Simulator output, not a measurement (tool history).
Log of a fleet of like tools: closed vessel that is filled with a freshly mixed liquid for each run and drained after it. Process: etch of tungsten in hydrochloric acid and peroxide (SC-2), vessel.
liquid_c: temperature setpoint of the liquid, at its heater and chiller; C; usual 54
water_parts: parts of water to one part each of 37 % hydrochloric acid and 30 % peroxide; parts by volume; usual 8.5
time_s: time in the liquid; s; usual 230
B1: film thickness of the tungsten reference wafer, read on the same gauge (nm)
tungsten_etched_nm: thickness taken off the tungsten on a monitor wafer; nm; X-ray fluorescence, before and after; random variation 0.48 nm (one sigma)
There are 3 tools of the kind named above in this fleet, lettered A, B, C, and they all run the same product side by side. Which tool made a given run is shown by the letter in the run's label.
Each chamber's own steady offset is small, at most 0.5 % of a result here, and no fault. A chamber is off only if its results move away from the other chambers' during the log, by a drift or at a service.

{"run": "1A", "hour": 3.5, "liquid_c": 54, "water_parts": 8.5, "time_s": 230, "B1": 29.993, "tungsten_etched_nm": 56.755}
{"run": "2B", "hour": 6.7, "liquid_c": 54, "water_parts": 8.5, "time_s": 230, "B1": 30.002, "tungsten_etched_nm": 57.452}
{"run": "3C", "hour": 11.0, "liquid_c": 54, "water_parts": 8.5, "time_s": 230, "B1": 29.99, "tungsten_etched_nm": 56.136}
{"run": "4A", "hour": 13.4, "liquid_c": 54, "water_parts": 8.5, "time_s": 230, "B1": 29.983, "tungsten_etched_nm": 57.063}
{"run": "5C", "hour": 16.3, "liquid_c": 54, "water_parts": 8.5, "time_s": 230, "B1": 29.99, "tungsten_etched_nm": 55.587}
{"run": "6B", "hour": 19.1, "liquid_c": 54, "water_parts": 8.5, "time_s": 230, "B1": 30.021, "tungsten_etched_nm": 56.218}
{"run": "7C", "hour": 23.0, "liquid_c": 54, "water_parts": 8.5, "time_s": 230, "B1": 29.997, "tungsten_etched_nm": 55.687}
{"run": "8A", "hour": 26.1, "liquid_c": 54, "water_parts": 8.5, "time_s": 230, "B1": 29.999, "tungsten_etched_nm": 56.645}
{"run": "9B", "hour": 29.8, "liquid_c": 54, "water_parts": 8.5, "time_s": 230, "B1": 30.005, "tungsten_etched_nm": 55.781}
{"run": "10A", "hour": 33.6, "liquid_c": 54, "water_parts": 8.5, "time_s": 230, "B1": 29.972, "tungsten_etched_nm": 56.193}
{"run": "11B", "hour": 37.2, "liquid_c": 54, "water_parts": 8.5, "time_s": 230, "B1": 30.015, "tungsten_etched_nm": 56.403}
{"run": "12C", "hour": 40.2, "liquid_c": 54, "water_parts": 8.5, "time_s": 230, "B1": 30.001, "tungsten_etched_nm": 56.498}
{"run": "13A", "hour": 43.8, "liquid_c": 54, "water_parts": 8.5, "time_s": 230, "B1": 29.974, "tungsten_etched_nm": 56.808}
{"run": "14B", "hour": 46.3, "liquid_c": 54, "water_parts": 8.5, "time_s": 230, "B1": 30.037, "tungsten_etched_nm": 56.341}
{"run": "15C", "hour": 48.8, "liquid_c": 54, "water_parts": 8.5, "time_s": 230, "B1": 30.002, "tungsten_etched_nm": 56.623}
{"run": "16B", "hour": 52.9, "liquid_c": 54, "water_parts": 8.5, "time_s": 230, "B1": 29.984, "tungsten_etched_nm": 56.911}
{"run": "17C", "hour": 55.5, "liquid_c": 54, "water_parts": 8.5, "time_s": 230, "B1": 30.012, "tungsten_etched_nm": 55.667}
{"run": "18A", "hour": 57.4, "liquid_c": 54, "water_parts": 8.5, "time_s": 350, "B1": 29.992, "tungsten_etched_nm": 84.784}
{"run": "19A", "hour": 60.3, "liquid_c": 54, "water_parts": 8.5, "time_s": 350, "B1": 29.989, "tungsten_etched_nm": 82.702}
{"run": "20C", "hour": 63.2, "liquid_c": 54, "water_parts": 8.5, "time_s": 350, "B1": 30.022, "tungsten_etched_nm": 85.211}
{"run": "21B", "hour": 66.6, "liquid_c": 54, "water_parts": 8.5, "time_s": 230, "B1": 29.992, "tungsten_etched_nm": 56.68}
{"run": "22C", "hour": 69.8, "liquid_c": 54, "water_parts": 8.5, "time_s": 230, "B1": 30.003, "tungsten_etched_nm": 55.88}
{"run": "23A", "hour": 73.9, "liquid_c": 51, "water_parts": 8.5, "time_s": 350, "B1": 29.985, "tungsten_etched_nm": 67.512}
{"hour": 74.0, "done": "chamber C: chemicals flow meter replaced"}
{"hour": 74.7, "done": "chamber A: new drum of peroxide connected"}
{"run": "24B", "hour": 77.6, "liquid_c": 51, "water_parts": 8.5, "time_s": 350, "B1": 29.961, "tungsten_etched_nm": 71.328}
{"run": "25A", "hour": 80.3, "liquid_c": 51, "water_parts": 8.5, "time_s": 350, "B1": 30.015, "tungsten_etched_nm": 66.609}
{"run": "26C", "hour": 83.9, "liquid_c": 54, "water_parts": 8.5, "time_s": 230, "B1": 29.996, "tungsten_etched_nm": 56.215}
{"run": "27B", "hour": 86.5, "liquid_c": 54, "water_parts": 8.5, "time_s": 230, "B1": 30.012, "tungsten_etched_nm": 56.657}
{"run": "28B", "hour": 90.2, "liquid_c": 54, "water_parts": 8.5, "time_s": 230, "B1": 29.991, "tungsten_etched_nm": 56.7}
{"run": "29C", "hour": 94.2, "liquid_c": 54, "water_parts": 8.5, "time_s": 230, "B1": 29.993, "tungsten_etched_nm": 56.289}
{"run": "30A", "hour": 96.1, "liquid_c": 54, "water_parts": 5.0, "time_s": 150, "B1": 29.975, "tungsten_etched_nm": 52.965}
{"run": "31C", "hour": 98.2, "liquid_c": 54, "water_parts": 5.0, "time_s": 150, "B1": 30.022, "tungsten_etched_nm": 55.165}
{"run": "32B", "hour": 100.6, "liquid_c": 54, "water_parts": 5.0, "time_s": 150, "B1": 30.016, "tungsten_etched_nm": 55.82}

Next, all 3 chambers run the settings below, one line each with question marks for the results. What does each chamber give?
{"run": "33A", "hour": 103.8, "liquid_c": 54, "water_parts": 8.5, "time_s": 230, "tungsten_etched_nm": "?"}
{"run": "33B", "hour": 103.8, "liquid_c": 54, "water_parts": 8.5, "time_s": 230, "tungsten_etched_nm": "?"}
{"run": "33C", "hour": 103.8, "liquid_c": 54, "water_parts": 8.5, "time_s": 230, "tungsten_etched_nm": "?"}

run=33A tungsten_etched_nm=53.163
run=33B tungsten_etched_nm=56.356
run=33C tungsten_etched_nm=55.796

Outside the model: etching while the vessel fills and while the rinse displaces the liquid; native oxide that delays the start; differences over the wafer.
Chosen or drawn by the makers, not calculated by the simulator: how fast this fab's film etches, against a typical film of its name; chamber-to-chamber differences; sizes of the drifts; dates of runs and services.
